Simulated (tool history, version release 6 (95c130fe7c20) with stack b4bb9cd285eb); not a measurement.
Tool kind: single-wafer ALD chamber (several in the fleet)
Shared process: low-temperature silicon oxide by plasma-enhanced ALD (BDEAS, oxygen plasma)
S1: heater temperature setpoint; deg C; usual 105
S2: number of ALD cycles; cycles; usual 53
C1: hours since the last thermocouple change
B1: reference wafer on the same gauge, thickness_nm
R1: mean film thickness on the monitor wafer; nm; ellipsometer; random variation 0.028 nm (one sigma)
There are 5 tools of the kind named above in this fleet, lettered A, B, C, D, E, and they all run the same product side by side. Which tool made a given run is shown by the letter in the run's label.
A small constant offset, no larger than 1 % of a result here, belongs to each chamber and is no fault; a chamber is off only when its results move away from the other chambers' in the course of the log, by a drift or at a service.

run 1B hour=7.9 | S1=105 S2=53 | C1=1749.1 | B1=8.9553 | R1=7.5354
run 2C hour=13.8 | S1=105 S2=53 | C1=318.6 | B1=8.9552 | R1=7.4990
run 3E hour=23.3 | S1=105 S2=53 | C1=687.3 | B1=8.9570 | R1=7.5069
run 4D hour=32.4 | S1=105 S2=53 | C1=677.2 | B1=8.9664 | R1=7.4078
run 5A hour=43.7 | S1=111 S2=53 | C1=1857.0 | B1=8.9643 | R1=7.4703
run 6A hour=50.2 | S1=111 S2=53 | C1=1863.5 | B1=8.9513 | R1=7.4752
run 7D hour=61.9 | S1=111 S2=53 | C1=706.7 | B1=8.9659 | R1=7.3405
run 8E hour=68.0 | S1=111 S2=53 | C1=732.0 | B1=8.9596 | R1=7.4969
run 9B hour=78.7 | S1=111 S2=53 | C1=1819.9 | B1=8.9583 | R1=7.3955
run 10C hour=89.6 | S1=105 S2=53 | C1=394.4 | B1=8.9652 | R1=7.5382
run 11E hour=97.0 | S1=105 S2=53 | C1=761.0 | B1=8.9579 | R1=7.5286
run 12C hour=103.8 | S1=105 S2=53 | C1=408.6 | B1=8.9681 | R1=7.4985
run 13A hour=113.0 | S1=105 S2=53 | C1=1926.3 | B1=8.9581 | R1=7.5268
run 14D hour=119.2 | S1=105 S2=53 | C1=764.0 | B1=8.9633 | R1=7.4312
run 15B hour=126.1 | S1=105 S2=53 | C1=1867.3 | B1=8.9566 | R1=7.5951
run 16A hour=133.2 | S1=105 S2=53 | C1=1946.5 | B1=8.9597 | R1=7.5469
run 17D hour=139.7 | S1=116 S2=45 | C1=784.5 | B1=8.9571 | R1=6.2181
run 18E hour=145.2 | S1=116 S2=45 | C1=809.2 | B1=8.9650 | R1=6.2544
run 19B hour=152.7 | S1=116 S2=45 | C1=1893.9 | B1=8.9565 | R1=6.3045
run 20C hour=162.3 | S1=116 S2=45 | C1=467.1 | B1=8.9595 | R1=6.2237
run 21E hour=167.9 | S1=116 S2=45 | C1=831.9 | B1=8.9592 | R1=6.2958
run 22A hour=175.0 | S1=105 S2=53 | C1=1988.3 | B1=8.9603 | R1=7.5346
run 23D hour=183.1 | S1=105 S2=53 | C1=827.9 | B1=8.9577 | R1=7.4587
run 24B hour=193.1 | S1=105 S2=53 | C1=1934.3 | B1=8.9644 | R1=7.5173
run 25C hour=204.4 | S1=105 S2=53 | C1=509.2 | B1=8.9567 | R1=7.5182
run 26C hour=215.0 | S1=105 S2=53 | C1=519.8 | B1=8.9601 | R1=7.4910
run 27E hour=220.9 | S1=105 S2=53 | C1=884.9 | B1=8.9575 | R1=7.5284
run 28A hour=227.5 | S1=105 S2=53 | C1=2040.8 | B1=8.9689 | R1=7.5205
run 29B hour=236.5 | S1=105 S2=53 | C1=1977.7 | B1=8.9602 | R1=7.5785
run 30D hour=241.6 | S1=105 S2=53 | C1=886.4 | B1=8.9572 | R1=7.4787
run 31B hour=252.8 | S1=105 S2=53 | C1=1994.0 | B1=8.9663 | R1=7.5356
run 32D hour=262.6 | S1=110 S2=48 | C1=907.4 | B1=8.9661 | R1=6.6929
run 33A hour=273.8 | S1=110 S2=48 | C1=2087.1 | B1=8.9553 | R1=6.7440
run 34C hour=280.2 | S1=110 S2=48 | C1=585.0 | B1=8.9566 | R1=6.7243
run 35E hour=288.8 | S1=110 S2=48 | C1=952.8 | B1=8.9590 | R1=6.7954
run 36E hour=296.7 | S1=110 S2=48 | C1=960.7 | B1=8.9558 | R1=6.7868
run 37C hour=307.5 | S1=105 S2=53 | C1=612.3 | B1=8.9640 | R1=7.5104

Decide between three cases: one chamber stands off from its peers, the gauge reading all wafers drifts, or nothing is wrong past each chamber's small offset. Where a chamber is off, say which and what most likely put it there.

No chamber is off and the gauge is stable; the differences are just each chamber's small, constant offset.
